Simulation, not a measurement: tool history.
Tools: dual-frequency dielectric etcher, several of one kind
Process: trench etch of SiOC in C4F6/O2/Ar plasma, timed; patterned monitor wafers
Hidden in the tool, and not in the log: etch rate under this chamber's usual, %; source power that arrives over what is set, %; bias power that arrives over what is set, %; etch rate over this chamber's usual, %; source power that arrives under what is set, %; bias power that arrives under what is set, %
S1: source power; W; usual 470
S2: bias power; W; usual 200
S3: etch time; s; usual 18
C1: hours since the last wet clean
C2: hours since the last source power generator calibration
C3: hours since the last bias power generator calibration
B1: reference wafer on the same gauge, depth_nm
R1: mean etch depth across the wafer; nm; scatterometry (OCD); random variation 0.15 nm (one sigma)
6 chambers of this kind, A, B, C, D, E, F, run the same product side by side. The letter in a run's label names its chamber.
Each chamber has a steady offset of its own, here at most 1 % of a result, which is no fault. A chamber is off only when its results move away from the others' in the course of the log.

run,hour,S1,S2,S3,C1,C2,C3,B1,R1
1F,7.2,470,200,18,47.7,1467.5,209.6,45.607,41.373
2D,15.2,470,200,18,16.5,485.2,593.8,45.64,41.272
3C,23.3,470,200,18,216.6,456.1,1304.9,45.641,41.144
4E,28.1,470,200,18,356.8,4910.3,2300.7,45.595,41.6
5B,33.2,470,200,18,477.4,877.2,394.4,45.594,40.869
6A,39.8,470,200,18,284.2,1127.9,740.9,45.595,41.057
7F,46.9,470,200,18,87.4,1507.2,249.3,45.574,41.219
8B,52.7,470,200,18,496.9,896.7,413.9,45.601,40.856
9A,61.1,470,200,18,305.5,1149.2,762.2,45.61,40.993
10E,67.8,470,200,18,396.5,4950,2340.4,45.62,41.444
11D,72.2,470,200,18,73.5,542.2,650.8,45.553,41.374
12C,77.5,470,200,18,270.8,510.3,1359.1,45.56,41.217
13E,81.7,470,200,18,410.4,4963.9,2354.3,45.558,41.497
# hour 88.2: chamber B: wet clean of the chamber
14B,89.2,470,200,18,1,933.2,450.4,45.614,40.78
15C,97.4,470,244,18,290.7,530.2,1379,45.619,43.93
16F,102.1,470,244,18,142.6,1562.4,304.5,45.636,44.075
17A,107.3,470,244,18,351.7,1195.4,808.4,45.604,43.655
18D,111.1,470,244,18,112.4,581.1,689.7,45.588,43.895
19F,117.5,470,244,18,158,1577.8,319.9,45.654,43.933
20E,122.4,470,244,18,451.1,5004.6,2395,45.64,44.02
21B,129.7,470,200,18,41.5,973.7,490.9,45.645,40.82
22D,133.7,470,200,18,135,603.7,712.3,45.613,41.298
# hour 139: chamber E: source power generator calibrated
23A,140.7,470,200,18,385.1,1228.8,841.8,45.59,40.897
24C,146.6,470,200,18,339.9,579.4,1428.2,45.605,41.375
25D,155.1,470,200,18,156.4,625.1,733.7,45.627,41.123
26C,162.6,470,200,18,355.9,595.4,1444.2,45.591,41.103
27B,167.3,470,200,18,79.1,1011.3,528.5,45.61,40.806
28A,171.7,470,200,18,416.1,1259.8,872.8,45.603,40.833
29E,175.6,470,200,18,504.3,36.7,2448.2,45.598,41.577
30F,182.7,470,200,18,223.2,1643,385.1,45.536,41.263
31C,187.9,470,200,18,381.2,620.7,1469.5,45.604,41.21
32B,194,470,200,18,105.8,1038,555.2,45.601,41.098
33F,198.2,470,200,18,238.7,1658.5,400.6,45.643,41.036
34D,202.6,470,200,18,203.9,672.6,781.2,45.61,41.482
35A,208.5,470,200,18,452.9,1296.6,909.6,45.542,40.762
36E,216.2,470,200,18,544.9,77.3,2488.8,45.589,41.548
37A,222.2,470,200,18,466.6,1310.3,923.3,45.604,40.886
38C,226.9,470,164,23,420.2,659.7,1508.5,45.617,49.356
39B,233.8,470,164,23,145.6,1077.8,595,45.608,49.025
40E,241.8,470,164,23,570.5,102.9,2514.4,45.588,49.901
41D,246.2,470,164,23,247.5,716.2,824.8,45.624,49.975
42F,254.7,470,164,23,295.2,1715,457.1,45.592,49.68

What goes on in this fleet: one chamber off, a drifting gauge, or nothing beyond the chambers' own small offsets? Name the chamber and the cause, if any.

No chamber stands off beyond its own small offset, and the gauge holds steady.

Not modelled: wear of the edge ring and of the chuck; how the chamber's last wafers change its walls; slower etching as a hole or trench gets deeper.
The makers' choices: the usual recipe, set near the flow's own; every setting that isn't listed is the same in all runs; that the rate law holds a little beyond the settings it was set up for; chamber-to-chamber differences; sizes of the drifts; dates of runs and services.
